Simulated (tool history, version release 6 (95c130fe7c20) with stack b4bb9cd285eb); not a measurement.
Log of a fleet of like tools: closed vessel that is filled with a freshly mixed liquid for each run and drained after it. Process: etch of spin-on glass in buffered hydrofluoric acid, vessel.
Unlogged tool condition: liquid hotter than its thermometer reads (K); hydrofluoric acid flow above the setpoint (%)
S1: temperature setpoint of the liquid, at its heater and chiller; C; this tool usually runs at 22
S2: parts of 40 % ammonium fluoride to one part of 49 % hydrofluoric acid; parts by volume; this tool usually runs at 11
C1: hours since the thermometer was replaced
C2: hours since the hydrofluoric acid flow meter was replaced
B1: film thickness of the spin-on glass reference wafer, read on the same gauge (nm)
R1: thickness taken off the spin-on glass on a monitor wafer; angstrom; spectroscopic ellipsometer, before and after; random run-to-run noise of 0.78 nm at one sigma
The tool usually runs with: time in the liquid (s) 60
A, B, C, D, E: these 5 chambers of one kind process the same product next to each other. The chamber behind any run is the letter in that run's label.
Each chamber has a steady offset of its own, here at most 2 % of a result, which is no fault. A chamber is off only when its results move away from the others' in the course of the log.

{"run": "1A", "day": 0.15, "S1": 22, "S2": 11, "time in the liquid (s)": 60, "C1": 1104.9, "C2": 786.9, "B1": 90.008, "R1": 1273.9}
{"run": "2E", "day": 0.333, "S1": 22, "S2": 11, "time in the liquid (s)": 60, "C1": 1423.1, "C2": 174.6, "B1": 90.039, "R1": 1232.4}
{"run": "3B", "day": 0.554, "S1": 22, "S2": 11, "time in the liquid (s)": 60, "C1": 2190.9, "C2": 1515.2, "B1": 90.005, "R1": 1251.1}
{"run": "4D", "day": 0.767, "S1": 22, "S2": 11, "time in the liquid (s)": 60, "C1": 2890, "C2": 346.1, "B1": 90.003, "R1": 1265.3}
{"run": "5C", "day": 0.875, "S1": 22, "S2": 11, "time in the liquid (s)": 60, "C1": 180, "C2": 1612, "B1": 90.022, "R1": 1273}
{"run": "6E", "day": 1.092, "S1": 22, "S2": 11, "time in the liquid (s)": 60, "C1": 1441.3, "C2": 192.8, "B1": 89.99, "R1": 1239.9}
{"run": "7D", "day": 1.2, "S1": 22, "S2": 11, "time in the liquid (s)": 60, "C1": 2900.4, "C2": 356.5, "B1": 90.01, "R1": 1246.2}
{"run": "8C", "day": 1.338, "S1": 22, "S2": 11, "time in the liquid (s)": 60, "C1": 191.1, "C2": 1623.1, "B1": 90.016, "R1": 1278.3}
{"run": "9B", "day": 1.542, "S1": 22, "S2": 11, "time in the liquid (s)": 60, "C1": 2214.6, "C2": 1538.9, "B1": 90.07, "R1": 1250.4}
{"run": "10A", "day": 1.721, "S1": 22, "S2": 11, "time in the liquid (s)": 60, "C1": 1142.6, "C2": 824.6, "B1": 90.004, "R1": 1258.2}
{"run": "11E", "day": 1.946, "S1": 22, "S2": 11, "time in the liquid (s)": 60, "C1": 1461.8, "C2": 213.3, "B1": 90.003, "R1": 1229.5}
{"run": "12B", "day": 2.129, "S1": 22, "S2": 11, "time in the liquid (s)": 60, "C1": 2228.7, "C2": 1553, "B1": 90.019, "R1": 1260.2}
{"run": "13C", "day": 2.258, "S1": 20.5, "S2": 11, "time in the liquid (s)": 60, "C1": 213.2, "C2": 1645.2, "B1": 90.036, "R1": 1195.5}
{"run": "14D", "day": 2.475, "S1": 20.5, "S2": 11, "time in the liquid (s)": 60, "C1": 2931, "C2": 387.1, "B1": 90.007, "R1": 1149.5}
{"run": "15A", "day": 2.704, "S1": 20.5, "S2": 11, "time in the liquid (s)": 60, "C1": 1166.2, "C2": 848.2, "B1": 90.004, "R1": 1170.7}
{"run": "16E", "day": 2.808, "S1": 20.5, "S2": 11, "time in the liquid (s)": 60, "C1": 1482.5, "C2": 234, "B1": 89.971, "R1": 1131.7}
{"day": 2.871, "done": "chamber D: thermometer replaced"}
{"run": "17A", "day": 2.983, "S1": 20.5, "S2": 11, "time in the liquid (s)": 60, "C1": 1172.9, "C2": 854.9, "B1": 90.001, "R1": 1176.6}
{"run": "18B", "day": 3.125, "S1": 22, "S2": 11, "time in the liquid (s)": 60, "C1": 2252.6, "C2": 1576.9, "B1": 89.997, "R1": 1249.3}
{"run": "19D", "day": 3.308, "S1": 22, "S2": 11, "time in the liquid (s)": 60, "C1": 10.6, "C2": 407.1, "B1": 89.993, "R1": 1243.7}
{"run": "20C", "day": 3.529, "S1": 22, "S2": 11, "time in the liquid (s)": 60, "C1": 243.7, "C2": 1675.7, "B1": 89.99, "R1": 1309.1}
{"run": "21E", "day": 3.638, "S1": 22, "S2": 11, "time in the liquid (s)": 60, "C1": 1502.4, "C2": 253.9, "B1": 89.969, "R1": 1222.8}
{"run": "22B", "day": 3.829, "S1": 22, "S2": 11, "time in the liquid (s)": 60, "C1": 2269.5, "C2": 1593.8, "B1": 90.016, "R1": 1258.1}
{"run": "23C", "day": 3.942, "S1": 22, "S2": 11, "time in the liquid (s)": 60, "C1": 253.6, "C2": 1685.6, "B1": 90.037, "R1": 1305.7}
{"run": "24D", "day": 4.112, "S1": 22, "S2": 12.5, "time in the liquid (s)": 75, "C1": 29.9, "C2": 426.4, "B1": 90.01, "R1": 1373}
{"run": "25A", "day": 4.346, "S1": 22, "S2": 12.5, "time in the liquid (s)": 75, "C1": 1205.6, "C2": 887.6, "B1": 89.996, "R1": 1400.2}
{"run": "26B", "day": 4.546, "S1": 22, "S2": 12.5, "time in the liquid (s)": 75, "C1": 2286.7, "C2": 1611, "B1": 90.042, "R1": 1394.6}
{"run": "27C", "day": 4.7, "S1": 22, "S2": 12.5, "time in the liquid (s)": 75, "C1": 271.8, "C2": 1703.8, "B1": 90.024, "R1": 1462.8}
{"run": "28D", "day": 4.812, "S1": 22, "S2": 12.5, "time in the liquid (s)": 75, "C1": 46.7, "C2": 443.2, "B1": 89.951, "R1": 1369.3}
{"run": "29E", "day": 4.992, "S1": 26.5, "S2": 11, "time in the liquid (s)": 40, "C1": 1534.9, "C2": 286.4, "B1": 90.007, "R1": 1039.4}
{"run": "30A", "day": 5.146, "S1": 26.5, "S2": 11, "time in the liquid (s)": 40, "C1": 1224.8, "C2": 906.8, "B1": 89.949, "R1": 1082.4}
{"run": "31A", "day": 5.25, "S1": 26.5, "S2": 11, "time in the liquid (s)": 40, "C1": 1227.3, "C2": 909.3, "B1": 90.002, "R1": 1092.8}
{"run": "32C", "day": 5.383, "S1": 26.5, "S2": 11, "time in the liquid (s)": 40, "C1": 288.2, "C2": 1720.2, "B1": 89.995, "R1": 1145.9}
{"run": "33D", "day": 5.604, "S1": 26.5, "S2": 11, "time in the liquid (s)": 40, "C1": 65.7, "C2": 462.2, "B1": 89.987, "R1": 1072.4}
{"run": "34B", "day": 5.796, "S1": 25.5, "S2": 11, "time in the liquid (s)": 30, "C1": 2316.7, "C2": 1641, "B1": 89.996, "R1": 757.89}
{"run": "35E", "day": 5.95, "S1": 25.5, "S2": 11, "time in the liquid (s)": 30, "C1": 1557.9, "C2": 309.4, "B1": 89.961, "R1": 744.93}
{"run": "36A", "day": 6.158, "S1": 25.5, "S2": 11, "time in the liquid (s)": 30, "C1": 1249.1, "C2": 931.1, "B1": 90.002, "R1": 776.4}
{"run": "37E", "day": 6.367, "S1": 25.5, "S2": 11, "time in the liquid (s)": 30, "C1": 1567.9, "C2": 319.4, "B1": 89.995, "R1": 756.03}
{"run": "38D", "day": 6.575, "S1": 25.5, "S2": 11, "time in the liquid (s)": 30, "C1": 89, "C2": 485.5, "B1": 89.978, "R1": 757.94}

Decide between three cases: one chamber stands off from its peers, the gauge reading all wafers drifts, or nothing is wrong past each chamber's small offset. Where a chamber is off, say which and what most likely put it there.

One chamber, C, drifts off from the rest bit by bit.
Most likely cause: liquid hotter than its thermometer reads (K) = 1.38.
Not necessarily distinguishable in this log from: hydrofluoric acid flow above the setpoint (%).

Below are 4 candidate recipes for chamber C's next run, each the usual settings with a change, their results shown as question marks. Which of them brings C's results back in line with what the other chambers give on the usual settings?
In-line tolerance around the mean of the other chambers on the usual settings: R1 27 angstrom
{"run": "39C-1", "day": 6.742, "S1": 22, "S2": 11, "time in the liquid (s)": 55, "R1": "?"}
{"run": "39C-2", "day": 6.742, "S1": 23.5, "S2": 11, "time in the liquid (s)": 60, "R1": "?"}
{"run": "39C-3", "day": 6.742, "S1": 21.5, "S2": 11.5, "time in the liquid (s)": 55, "R1": "?"}
{"run": "39C-4", "day": 6.742, "S1": 22, "S2": 11, "time in the liquid (s)": 70, "R1": "?"}

On the usual settings, the other chambers give on average: R1 1251.6 angstrom
run=39C-1 R1=1254.3
run=39C-2 R1=1485.7
run=39C-3 R1=1169.3
run=39C-4 R1=1596.4
The answer is 39C-1, which returns the chamber to within the allowed miss of the others.
